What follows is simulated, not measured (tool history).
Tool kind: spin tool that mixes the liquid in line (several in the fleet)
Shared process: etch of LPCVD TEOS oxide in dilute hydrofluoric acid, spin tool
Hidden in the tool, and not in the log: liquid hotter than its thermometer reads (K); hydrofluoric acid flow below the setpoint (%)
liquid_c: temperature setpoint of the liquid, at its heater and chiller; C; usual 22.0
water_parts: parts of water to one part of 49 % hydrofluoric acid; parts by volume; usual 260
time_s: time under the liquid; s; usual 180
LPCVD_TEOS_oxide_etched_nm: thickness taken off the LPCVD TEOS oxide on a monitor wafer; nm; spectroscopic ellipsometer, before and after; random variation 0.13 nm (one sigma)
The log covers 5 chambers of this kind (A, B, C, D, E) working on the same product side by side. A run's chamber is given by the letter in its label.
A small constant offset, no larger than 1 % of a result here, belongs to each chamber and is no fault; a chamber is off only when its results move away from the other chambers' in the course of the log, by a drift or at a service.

run,hour,liquid_c,water_parts,time_s,hours since the thermometer was replaced,hours since the hydrofluoric acid flow meter was replaced,"read-back film thickness of the LPCVD TEOS oxide reference wafer, read on the same gauge (nm)",LPCVD_TEOS_oxide_etched_nm
1E,5.3,22.0,260,180,447.6,458.0,139.98,18.320
2A,13.2,22.0,260,180,2111.2,819.9,140.01,17.959
3C,22.6,22.0,260,180,583.9,250.2,139.97,18.360
4D,27.4,22.0,260,180,215.6,377.5,140.02,18.227
5B,33.3,19.0,260,180,962.9,1275.9,139.98,16.155
6A,38.9,19.0,260,180,2136.9,845.6,140.01,16.226
7D,44.5,19.0,260,180,232.7,394.6,140.02,16.133
8E,50.7,19.0,260,180,493.0,503.4,140.03,16.388
9C,55.8,19.0,260,180,617.1,283.4,140.01,16.260
10B,63.8,25.5,325,180,993.4,1306.4,139.99,15.597
11E,68.4,25.5,325,180,510.7,521.1,140.00,15.840
12C,73.8,25.5,325,180,635.1,301.4,139.99,15.268
# hour 75.1: chamber A: hydrofluoric acid flow meter replaced
13A,80.1,25.5,325,180,2178.1,5.1,140.01,15.335
14B,85.2,25.5,325,180,1014.8,1327.8,140.03,15.643
15D,93.5,22.0,260,180,281.7,443.6,139.98,18.337
16A,100.1,22.0,260,180,2198.1,25.1,139.98,18.000
17D,104.3,22.0,260,180,292.5,454.4,140.01,18.422
# hour 105.4: chamber A: thermometer replaced
18C,111.0,22.0,260,180,672.3,338.6,140.03,18.200
19B,115.6,22.0,260,180,1045.2,1358.2,139.99,18.268
20E,120.7,22.0,260,180,563.0,573.4,140.02,18.272
21C,125.8,22.0,260,180,687.1,353.4,139.96,18.307
22D,129.9,22.0,260,180,318.1,480.0,140.01,18.498
23A,135.1,22.0,260,180,29.8,60.1,139.99,18.178
24B,143.0,22.0,260,180,1072.6,1385.6,140.04,18.202
25E,147.5,22.0,260,180,589.8,600.2,140.02,17.991
26E,152.6,19.0,260,180,594.9,605.3,139.96,16.132
# hour 154.3: chamber B: hydrofluoric acid flow meter replaced
27B,159.8,19.0,260,180,1089.4,5.5,139.98,16.428
28A,167.2,19.0,260,180,61.9,92.2,140.02,16.285
29C,175.8,19.0,260,180,737.1,403.4,139.99,16.261
30D,180.7,19.0,260,180,368.9,530.8,140.02,16.368
31C,187.1,22.0,260,180,748.4,414.7,140.00,18.150
32B,196.3,22.0,260,180,1125.9,42.0,140.01,18.460
33A,203.3,22.0,260,180,98.0,128.3,139.97,18.340
34E,209.3,22.0,260,180,651.6,662.0,140.04,17.435
35D,214.1,22.0,260,180,402.3,564.2,140.00,18.181
36D,218.6,22.0,260,180,406.8,568.7,139.98,18.129
37E,226.7,22.0,260,180,669.0,679.4,139.95,17.198
38B,233.9,22.0,150,180,1163.5,79.6,139.99,35.121
39A,242.8,22.0,150,180,137.5,167.8,139.96,35.201
40C,250.5,22.0,150,180,811.8,478.1,140.00,35.086
41A,256.6,22.0,150,180,151.3,181.6,140.02,35.299

Has any chamber moved away from the others, gradually or after a service, or does the common gauge drift, or do the chambers differ only by their own small steady offsets? State the chamber and the most likely cause if one applies.

Chamber E drifts away from the others.
What lies behind it: hydrofluoric acid flow below the setpoint (%) = 6.06.
Not necessarily distinguishable in this log from: liquid colder than its thermometer reads (K).

Below are 4 candidate recipes for chamber E's next run, each the usual settings with a change, their results shown as question marks. Which of them brings E's results back in line with what the other chambers give on the usual settings?
Maximum distance from the other chambers' mean on the usual settings for a result to count as in line: LPCVD_TEOS_oxide_etched_nm 0.460 nm
42E-1,263.3,22.0,250,185,,,,?
42E-2,263.3,22.0,275,180,,,,?
42E-3,263.3,18.0,260,180,,,,?
42E-4,263.3,22.0,230,180,,,,?

The mean the other chambers reach with the usual settings: LPCVD_TEOS_oxide_etched_nm 18.241 nm
run,LPCVD_TEOS_oxide_etched_nm
42E-1,18.382
42E-2,15.832
42E-3,14.641
42E-4,19.873
The right change is 42E-1: it brings the chamber back within the allowed miss of the others.

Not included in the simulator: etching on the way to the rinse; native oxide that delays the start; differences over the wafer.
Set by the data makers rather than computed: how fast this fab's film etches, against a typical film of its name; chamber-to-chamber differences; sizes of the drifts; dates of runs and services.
